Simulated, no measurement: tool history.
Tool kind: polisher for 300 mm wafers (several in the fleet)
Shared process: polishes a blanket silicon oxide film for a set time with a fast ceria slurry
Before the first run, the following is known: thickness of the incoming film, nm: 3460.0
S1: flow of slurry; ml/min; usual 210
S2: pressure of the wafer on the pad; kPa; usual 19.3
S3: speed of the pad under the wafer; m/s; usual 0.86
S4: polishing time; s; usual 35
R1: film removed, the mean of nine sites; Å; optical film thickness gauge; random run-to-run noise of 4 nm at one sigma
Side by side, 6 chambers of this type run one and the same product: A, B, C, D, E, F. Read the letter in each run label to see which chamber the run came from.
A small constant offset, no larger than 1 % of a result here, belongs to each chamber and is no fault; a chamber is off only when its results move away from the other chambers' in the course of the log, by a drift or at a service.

run 1F hour=2.9 | S1=210 S2=19.3 S3=0.86 S4=35 | R1=5244.5
run 2B hour=7.7 | S1=210 S2=19.3 S3=0.86 S4=35 | R1=5313.4
run 3D hour=12.9 | S1=210 S2=19.3 S3=0.86 S4=35 | R1=5246.6
run 4C hour=15.5 | S1=210 S2=19.3 S3=0.86 S4=35 | R1=5252.6
-- hour=16.9 chamber C: worn pad replaced by a new one
run 5E hour=18.5 | S1=210 S2=19.3 S3=0.86 S4=35 | R1=5283.6
run 6A hour=21.9 | S1=210 S2=19.3 S3=0.86 S4=35 | R1=5224.7
-- hour=22.1 chamber A: worn pad replaced by a new one
run 7C hour=25.3 | S1=210 S2=19.3 S3=0.86 S4=35 | R1=5195.5
run 8E hour=29.2 | S1=210 S2=19.3 S3=0.86 S4=35 | R1=5167.7
run 9F hour=33.1 | S1=210 S2=19.3 S3=0.86 S4=35 | R1=5250
-- hour=33.9 chamber B: slurry nozzle cleaned
run 10D hour=37.8 | S1=210 S2=19.3 S3=0.86 S4=35 | R1=5258
run 11A hour=42.2 | S1=210 S2=19.3 S3=0.86 S4=35 | R1=5212.6
-- hour=47.1 chamber D: worn pad replaced by a new one
run 12B hour=47.3 | S1=210 S2=19.3 S3=0.86 S4=35 | R1=5323.8
run 13B hour=52.4 | S1=210 S2=13.1 S3=0.86 S4=41 | R1=4161.4
-- hour=52.6 chamber F: worn pad replaced by a new one
-- hour=52.7 chamber E: worn pad replaced by a new one
run 14C hour=55.3 | S1=210 S2=13.1 S3=0.86 S4=41 | R1=4189.7
run 15F hour=61 | S1=210 S2=13.1 S3=0.86 S4=41 | R1=4174.7
-- hour=64.9 chamber E: slurry nozzle cleaned
run 16D hour=65.7 | S1=210 S2=13.1 S3=0.86 S4=41 | R1=4212
-- hour=68 chamber C: worn pad replaced by a new one
-- hour=68.1 chamber A: worn pad replaced by a new one
run 17E hour=69.5 | S1=210 S2=13.1 S3=0.86 S4=41 | R1=4149.6
-- hour=70.5 chamber B: worn pad replaced by a new one
run 18A hour=73.3 | S1=210 S2=13.1 S3=0.86 S4=41 | R1=4175.8
run 19F hour=76.9 | S1=210 S2=19.3 S3=0.86 S4=35 | R1=5221.2
run 20E hour=80.5 | S1=210 S2=19.3 S3=0.86 S4=35 | R1=5205
run 21A hour=84 | S1=210 S2=19.3 S3=0.86 S4=35 | R1=5289.5
run 22C hour=88.4 | S1=210 S2=19.3 S3=0.86 S4=35 | R1=5278.7
run 23D hour=92.7 | S1=210 S2=19.3 S3=0.86 S4=35 | R1=5301.4
run 24B hour=97.3 | S1=210 S2=23.4 S3=0.86 S4=35 | R1=6395.1
run 25A hour=100.8 | S1=210 S2=23.4 S3=0.86 S4=35 | R1=6345.4
run 26B hour=106 | S1=210 S2=23.4 S3=0.86 S4=35 | R1=6384.4
-- hour=108.7 chamber E: worn pad replaced by a new one
-- hour=109.6 chamber A: worn pad replaced by a new one
run 27F hour=110.9 | S1=210 S2=23.4 S3=0.86 S4=35 | R1=6453.5
run 28D hour=116.6 | S1=210 S2=23.4 S3=0.86 S4=35 | R1=6403.4
run 29C hour=119.2 | S1=210 S2=23.4 S3=0.86 S4=35 | R1=6412.8
run 30E hour=123.5 | S1=275 S2=19.3 S3=0.86 S4=35 | R1=5337
-- hour=127.5 chamber C: worn pad replaced by a new one
run 31F hour=127.9 | S1=275 S2=19.3 S3=0.86 S4=35 | R1=5330.2
run 32B hour=131 | S1=275 S2=19.3 S3=0.86 S4=35 | R1=5472.7
run 33D hour=136 | S1=275 S2=19.3 S3=0.86 S4=35 | R1=5381.4
-- hour=137.9 chamber D: worn pad replaced by a new one
run 34A hour=140 | S1=275 S2=19.3 S3=0.86 S4=35 | R1=5422.7
run 35C hour=145.2 | S1=275 S2=19.3 S3=0.86 S4=35 | R1=5365.6
-- hour=146 chamber B: worn pad replaced by a new one
run 36E hour=148.7 | S1=210 S2=19.3 S3=0.86 S4=35 | R1=5263.2
run 37E hour=151.6 | S1=210 S2=19.3 S3=0.86 S4=35 | R1=5200.6
-- hour=154.2 chamber F: worn pad replaced by a new one
run 38F hour=156.7 | S1=275 S2=25.5 S3=0.86 S4=35 | R1=7210.5
run 39C hour=160.1 | S1=275 S2=25.5 S3=0.86 S4=35 | R1=7152.9
run 40B hour=163.6 | S1=275 S2=25.5 S3=0.86 S4=35 | R1=7113.4
run 41D hour=169.3 | S1=275 S2=25.5 S3=0.86 S4=35 | R1=7185.7

One chamber off, gauge drift, or nothing amiss beyond the chambers' own small offsets? If it is a chamber, which one, and what is the likeliest cause?

Nothing is wrong: each chamber keeps only its own small, steady offset and the gauge holds still.
